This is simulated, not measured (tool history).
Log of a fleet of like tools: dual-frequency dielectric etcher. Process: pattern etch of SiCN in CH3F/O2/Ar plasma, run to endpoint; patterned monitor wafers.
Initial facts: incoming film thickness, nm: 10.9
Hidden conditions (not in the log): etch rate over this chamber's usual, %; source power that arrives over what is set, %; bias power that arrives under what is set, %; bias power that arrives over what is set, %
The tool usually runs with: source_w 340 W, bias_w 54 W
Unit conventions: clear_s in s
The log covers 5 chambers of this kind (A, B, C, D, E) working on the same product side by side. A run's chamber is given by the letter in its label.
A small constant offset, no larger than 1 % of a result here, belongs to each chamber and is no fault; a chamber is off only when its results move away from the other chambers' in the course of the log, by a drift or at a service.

| run | hour | source_w | bias_w | hours since the last wet clean | hours since the last source power generator calibration | hours since the last bias power generator calibration | clear_s |
|---|---|---|---|---|---|---|---|
| 1A | 13.8 | 340 | 54 | 138.1 | 3104.6 | 2957.9 | 34.237 |
| 2E | 29 | 340 | 54 | 402.6 | 1666.8 | 2178.4 | 34.344 |
| 3B | 39.9 | 340 | 54 | 384.5 | 3627 | 220.2 | 34.105 |
| 4D | 52.3 | 340 | 54 | 352.4 | 1699.5 | 109.7 | 34.012 |
| 5C | 67.6 | 340 | 54 | 212.4 | 1172.5 | 1269.3 | 33.729 |
| 6E | 78.1 | 340 | 54 | 451.7 | 1715.9 | 2227.5 | 33.996 |
| 7A | 86.3 | 340 | 54 | 210.6 | 3177.1 | 3030.4 | 33.909 |
| 8B | 95.5 | 340 | 54 | 440.1 | 3682.6 | 275.8 | 33.915 |
| 9D | 110 | 290 | 54 | 410.1 | 1757.2 | 167.4 | 36.192 |
| 10C | 118.1 | 290 | 54 | 262.9 | 1223 | 1319.8 | 35.91 |
| 11D | 126.6 | 290 | 54 | 426.7 | 1773.8 | 184 | 36.367 |
| 12E | 135.3 | 290 | 54 | 508.9 | 1773.1 | 2284.7 | 36.64 |
| 13B | 144.1 | 290 | 54 | 488.7 | 3731.2 | 324.4 | 36.147 |
|  | 145.5 | chamber B: wet clean of the chamber |
| 14C | 152.2 | 340 | 54 | 297 | 1257.1 | 1353.9 | 33.667 |
| 15A | 163.6 | 380 | 54 | 287.9 | 3254.4 | 3107.7 | 32.588 |
| 16A | 178.7 | 380 | 54 | 303 | 3269.5 | 3122.8 | 32.593 |
| 17D | 187.9 | 380 | 54 | 488 | 1835.1 | 245.3 | 32.759 |
| 18B | 199.4 | 380 | 54 | 54 | 3786.5 | 379.7 | 32.686 |
| 19C | 212 | 380 | 54 | 356.8 | 1316.9 | 1413.7 | 32.162 |
| 20E | 220.9 | 340 | 54 | 594.5 | 1858.7 | 2370.3 | 34.202 |
| 21C | 230.2 | 340 | 54 | 375 | 1335.1 | 1431.9 | 33.53 |
| 22D | 239.8 | 340 | 54 | 539.9 | 1887 | 297.2 | 34.222 |
| 23B | 249.9 | 340 | 54 | 104.5 | 3837 | 430.2 | 33.796 |
|  | 254 | chamber D: wet clean of the chamber |
| 24A | 257.3 | 340 | 54 | 381.6 | 3348.1 | 3201.4 | 34.177 |
| 25E | 264.6 | 340 | 54 | 638.2 | 1902.4 | 2414 | 34.262 |
|  | 274.3 | chamber A: wet clean of the chamber |
| 26B | 275.7 | 340 | 54 | 130.3 | 3862.8 | 456 | 34.014 |
| 27C | 288.2 | 340 | 54 | 433 | 1393.1 | 1489.9 | 33.451 |
| 28D | 299.3 | 340 | 54 | 45.3 | 1946.5 | 356.7 | 34.282 |
|  | 308 | chamber E: wet clean of the chamber |
| 29A | 309.8 | 340 | 54 | 35.6 | 3400.6 | 3253.9 | 33.979 |
| 30E | 324.3 | 340 | 54 | 16.4 | 1962.1 | 2473.7 | 34.396 |
| 31D | 332.8 | 300 | 42 | 78.8 | 1980 | 390.2 | 38.664 |
| 32B | 347.7 | 300 | 42 | 202.3 | 3934.8 | 528 | 38.601 |
| 33E | 360.8 | 300 | 42 | 52.9 | 1998.6 | 2510.2 | 38.928 |

Is one chamber out of step, is the gauge drifting, or do the chambers differ by no more than their own small offsets? For an off chamber, give its letter and the likeliest cause.

One chamber, C, drifts off from the rest bit by bit.
What lies behind it: etch rate over this chamber's usual, % = 2.24.
The log may not tell that from: source power that arrives over what is set, %.

Which of the 4 candidates below, each the usual settings with something changed and its results left as question marks, puts chamber C back in line with what the other chambers give on the usual settings?
A result is in line if it is within this distance of the other chambers' mean on the usual settings: clear_s 0.45 s
| 34C-1 | 371.8 | 340 | 55 |  |  |  | ? |
| 34C-2 | 371.8 | 340 | 49 |  |  |  | ? |
| 34C-3 | 371.8 | 340 | 53 |  |  |  | ? |
| 34C-4 | 371.8 | 340 | 59 |  |  |  | ? |

On the usual settings, the other chambers give on average: clear_s 34.126 s
| run | clear_s |
|---|---|
| 34C-1 | 32.913 |
| 34C-2 | 34.182 |
| 34C-3 | 33.319 |
| 34C-4 | 32.148 |
34C-2 puts the chamber back in line with the other chambers.
